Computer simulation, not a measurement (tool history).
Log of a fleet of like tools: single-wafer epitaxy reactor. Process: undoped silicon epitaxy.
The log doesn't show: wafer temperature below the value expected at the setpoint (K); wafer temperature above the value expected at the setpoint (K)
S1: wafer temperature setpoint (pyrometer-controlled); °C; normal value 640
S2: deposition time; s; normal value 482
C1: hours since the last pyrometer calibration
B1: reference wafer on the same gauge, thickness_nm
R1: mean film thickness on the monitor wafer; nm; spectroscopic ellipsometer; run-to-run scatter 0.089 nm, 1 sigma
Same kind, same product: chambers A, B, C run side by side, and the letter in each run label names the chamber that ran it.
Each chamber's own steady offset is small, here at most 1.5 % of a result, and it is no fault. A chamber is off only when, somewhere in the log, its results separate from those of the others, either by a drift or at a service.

run   hour   S1   S2      C1      B1      R1
 1B    4.8  640  482  1334.3  59.619  64.633
 2A    9.5  640  482  1038.7  59.617  64.079
 3C     15  640  482   197.7   59.63  64.938
 4C   20.4  640  482   203.1  59.646  64.994
 5A   27.5  640  482  1056.7  59.672  64.336
 6B   33.9  640  482  1363.4  59.655   64.85
 7C   41.3  640  482     224  59.672  65.068
 8B   45.8  630  516  1375.3  59.681  55.709
 9A   52.3  630  516  1081.5  59.725  54.938
10B   56.6  630  516  1386.1  59.736  55.606
11A   61.2  640  482  1090.4   59.74  64.334
12C   67.1  640  482   249.8  59.746  65.129
13A   71.3  640  482  1100.5  59.743  64.352
14C   75.9  640  482   258.6  59.743  65.212
15B   79.7  640  482  1409.2  59.764  64.985
16B   85.6  640  482  1415.1  59.777  64.977
17C   90.8  640  482   273.5  59.787  65.144
18A     95  640  482  1124.2  59.798  64.527
19C  100.9  640  482   283.6  59.829  65.175
20A  107.5  640  482  1136.7  59.834  64.549
21B  113.8  640  482  1443.3  59.838  64.945
22C  117.7  640  482   300.4  59.848  65.481
23A    122  640  482  1151.2  59.867  64.467
24B  130.3  640  482  1459.8  59.871  65.077
25B  137.8  640  482  1467.3  59.879   65.17
26A  144.7  640  482  1173.9  59.917  64.425
27C  153.1  640  482   335.8  59.933  65.453

All chambers now run identical settings, listed one chamber a line with results as question marks. What results will each chamber show?
28A  159.2  640  482           ?
28B  159.2  640  482           ?
28C  159.2  640  482           ?

run      R1
28A  64.645
28B  65.143
28C  65.362

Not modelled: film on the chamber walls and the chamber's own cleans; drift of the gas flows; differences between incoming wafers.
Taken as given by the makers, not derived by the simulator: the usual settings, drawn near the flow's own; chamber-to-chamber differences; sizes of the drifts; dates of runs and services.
